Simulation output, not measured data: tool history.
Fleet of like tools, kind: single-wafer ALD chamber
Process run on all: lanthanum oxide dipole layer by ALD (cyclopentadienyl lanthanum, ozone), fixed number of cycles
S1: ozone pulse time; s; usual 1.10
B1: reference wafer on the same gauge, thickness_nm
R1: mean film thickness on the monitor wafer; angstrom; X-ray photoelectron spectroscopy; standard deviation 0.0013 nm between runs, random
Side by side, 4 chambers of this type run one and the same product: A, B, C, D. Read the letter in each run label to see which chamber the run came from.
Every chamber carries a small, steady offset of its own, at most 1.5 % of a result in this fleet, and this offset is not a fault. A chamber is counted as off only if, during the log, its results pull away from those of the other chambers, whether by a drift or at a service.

| run | hour | S1 | B1 | R1 |
|---|---|---|---|---|
| 1D | 4.1 | 1.10 | 0.51297 | 5.1785 |
| 2A | 6.8 | 1.10 | 0.51299 | 5.1426 |
| 3B | 10.8 | 1.10 | 0.51318 | 5.1439 |
| 4C | 13.6 | 1.10 | 0.51279 | 5.1917 |
| 5B | 18.7 | 1.10 | 0.51339 | 5.1288 |
| 6C | 23.4 | 1.10 | 0.51287 | 5.2255 |
| 7D | 26.1 | 1.45 | 0.51317 | 5.5124 |
| 8A | 30.7 | 1.45 | 0.51293 | 5.4414 |
| 9C | 35.9 | 1.45 | 0.51353 | 5.5388 |
| 10B | 40.5 | 1.45 | 0.51317 | 5.4859 |
| 11D | 45.2 | 1.10 | 0.51304 | 5.1557 |
| 12A | 48.3 | 1.10 | 0.51298 | 5.1235 |
| 13B | 51.2 | 1.10 | 0.51291 | 5.1633 |
| 14D | 55.5 | 1.10 | 0.51320 | 5.1524 |
| 15C | 59.0 | 0.76 | 0.51315 | 4.5571 |
| 16A | 62.1 | 0.76 | 0.51288 | 4.4914 |
| 17B | 65.1 | 0.76 | 0.51306 | 4.5106 |
| 18D | 69.4 | 0.76 | 0.51295 | 4.5349 |
| 19A | 74.7 | 1.10 | 0.51300 | 5.1389 |
| 20C | 77.7 | 1.10 | 0.51289 | 5.2224 |
| 21D | 81.5 | 1.10 | 0.51311 | 5.1653 |
| 22A | 87.3 | 1.10 | 0.51298 | 5.1442 |
| 23C | 89.9 | 1.10 | 0.51246 | 5.2042 |
| 24B | 95.5 | 0.90 | 0.51299 | 4.8306 |
| 25A | 98.7 | 0.90 | 0.51306 | 4.8031 |

What goes on in this fleet: one chamber off, a drifting gauge, or nothing beyond the chambers' own small offsets? Name the chamber and the cause, if any.

Beyond each chamber's small constant offset nothing stands out, and the gauge stays steady.

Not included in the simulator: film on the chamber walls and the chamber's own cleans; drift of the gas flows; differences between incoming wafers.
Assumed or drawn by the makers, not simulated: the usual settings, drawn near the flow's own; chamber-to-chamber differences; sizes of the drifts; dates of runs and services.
